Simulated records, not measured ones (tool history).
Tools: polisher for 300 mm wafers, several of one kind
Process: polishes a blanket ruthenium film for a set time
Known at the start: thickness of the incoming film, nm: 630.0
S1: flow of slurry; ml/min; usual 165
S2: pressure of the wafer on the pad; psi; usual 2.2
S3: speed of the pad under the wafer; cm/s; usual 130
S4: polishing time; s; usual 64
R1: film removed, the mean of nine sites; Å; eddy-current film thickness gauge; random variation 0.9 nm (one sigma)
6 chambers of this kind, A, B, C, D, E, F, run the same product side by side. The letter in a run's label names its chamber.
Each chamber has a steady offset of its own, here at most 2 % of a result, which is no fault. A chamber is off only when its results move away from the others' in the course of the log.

| run | hour | S1 | S2 | S3 | S4 | R1 |
|---|---|---|---|---|---|---|
|  | 6.2 | chamber F: worn pad replaced by a new one |
| 1F | 7.8 | 165 | 2.2 | 130 | 64 | 955.70 |
| 2D | 15.9 | 165 | 2.2 | 130 | 64 | 921.19 |
| 3C | 25.3 | 165 | 2.2 | 130 | 64 | 958.40 |
| 4A | 32.5 | 165 | 2.2 | 130 | 64 | 941.38 |
|  | 32.6 | chamber D: worn pad replaced by a new one |
|  | 39.5 | chamber B: worn pad replaced by a new one |
| 5B | 39.6 | 165 | 2.2 | 130 | 64 | 943.55 |
|  | 39.8 | chamber E: head pressure recalibrated |
|  | 51.1 | chamber C: slurry nozzle cleaned |
| 6E | 52.3 | 165 | 2.2 | 130 | 64 | 958.13 |
| 7B | 62.7 | 165 | 2.2 | 130 | 64 | 945.81 |
| 8D | 69.1 | 165 | 1.7 | 130 | 64 | 729.14 |
| 9E | 77.0 | 165 | 1.7 | 130 | 64 | 728.78 |
| 10C | 90.1 | 165 | 1.7 | 130 | 64 | 723.58 |
|  | 101.5 | chamber D: slurry nozzle cleaned |
| 11A | 103.3 | 165 | 1.7 | 130 | 64 | 714.63 |
|  | 109.4 | chamber E: worn pad replaced by a new one |
| 12F | 110.5 | 165 | 1.7 | 130 | 64 | 728.34 |
|  | 115.4 | chamber F: slurry nozzle cleaned |
| 13B | 118.8 | 165 | 1.7 | 130 | 64 | 724.47 |
|  | 123.1 | chamber B: worn pad replaced by a new one |
| 14A | 126.7 | 165 | 2.2 | 108 | 64 | 761.35 |
| 15E | 132.8 | 165 | 2.2 | 108 | 64 | 799.51 |
|  | 137.9 | chamber C: worn pad replaced by a new one |
| 16C | 138.6 | 165 | 2.2 | 108 | 64 | 785.92 |
|  | 145.2 | chamber C: head pressure recalibrated |
| 17F | 148.1 | 165 | 2.2 | 108 | 64 | 778.56 |
|  | 150.2 | chamber F: worn pad replaced by a new one |
| 18D | 158.5 | 165 | 2.2 | 108 | 64 | 764.60 |
|  | 162.6 | chamber A: slurry nozzle cleaned |
| 19D | 167.0 | 165 | 2.2 | 108 | 64 | 775.00 |
|  | 174.8 | chamber B: slurry nozzle cleaned |
| 20A | 174.8 | 165 | 2.2 | 130 | 64 | 901.87 |
| 21B | 181.4 | 165 | 2.2 | 108 | 64 | 778.32 |
| 22C | 193.3 | 165 | 2.2 | 108 | 64 | 797.39 |
| 23F | 200.1 | 165 | 2.2 | 108 | 64 | 779.52 |
|  | 210.7 | chamber B: worn pad replaced by a new one |
| 24E | 210.7 | 165 | 2.2 | 108 | 64 | 802.03 |
|  | 215.5 | chamber D: worn pad replaced by a new one |
| 25F | 220.7 | 165 | 2.2 | 108 | 64 | 793.27 |
| 26B | 226.4 | 165 | 2.2 | 108 | 64 | 792.84 |
| 27E | 237.4 | 165 | 2.2 | 130 | 64 | 957.99 |
| 28C | 245.4 | 165 | 2.2 | 130 | 64 | 962.94 |
|  | 245.7 | chamber C: slurry nozzle cleaned |
| 29A | 258.5 | 165 | 2.2 | 130 | 64 | 886.43 |
| 30D | 270.5 | 130 | 2.2 | 130 | 58 | 810.28 |
|  | 277.2 | chamber C: worn pad replaced by a new one |
| 31D | 277.7 | 130 | 2.2 | 130 | 58 | 811.69 |
| 32F | 288.6 | 130 | 2.2 | 130 | 58 | 825.22 |
| 33E | 300.0 | 130 | 2.2 | 130 | 58 | 818.00 |
|  | 301.6 | chamber F: worn pad replaced by a new one |
| 34B | 307.5 | 130 | 2.2 | 130 | 58 | 819.47 |
|  | 309.7 | chamber B: worn pad replaced by a new one |
|  | 309.7 | chamber E: worn pad replaced by a new one |
| 35A | 315.8 | 130 | 2.2 | 130 | 58 | 731.83 |
| 36C | 321.8 | 165 | 2.2 | 130 | 64 | 959.50 |
| 37B | 330.6 | 165 | 2.2 | 130 | 64 | 935.83 |
| 38A | 336.6 | 205 | 2.2 | 130 | 64 | 863.72 |
| 39E | 346.2 | 205 | 2.2 | 130 | 64 | 972.51 |
|  | 347.2 | chamber D: slurry nozzle cleaned |
| 40D | 356.2 | 205 | 2.2 | 130 | 64 | 962.36 |
| 41C | 363.4 | 205 | 2.2 | 130 | 64 | 990.22 |
| 42F | 369.6 | 205 | 2.2 | 130 | 64 | 969.41 |
| 43E | 382.6 | 205 | 2.2 | 130 | 64 | 982.77 |

Next, every chamber runs the same settings. What will each give?
| 44A | 392.0 | 165 | 2.2 | 130 | 64 | ? |
| 44B | 392.0 | 165 | 2.2 | 130 | 64 | ? |
| 44C | 392.0 | 165 | 2.2 | 130 | 64 | ? |
| 44D | 392.0 | 165 | 2.2 | 130 | 64 | ? |
| 44E | 392.0 | 165 | 2.2 | 130 | 64 | ? |
| 44F | 392.0 | 165 | 2.2 | 130 | 64 | ? |

| run | R1 |
|---|---|
| 44A | 833.18 |
| 44B | 929.42 |
| 44C | 968.05 |
| 44D | 949.17 |
| 44E | 939.29 |
| 44F | 925.07 |

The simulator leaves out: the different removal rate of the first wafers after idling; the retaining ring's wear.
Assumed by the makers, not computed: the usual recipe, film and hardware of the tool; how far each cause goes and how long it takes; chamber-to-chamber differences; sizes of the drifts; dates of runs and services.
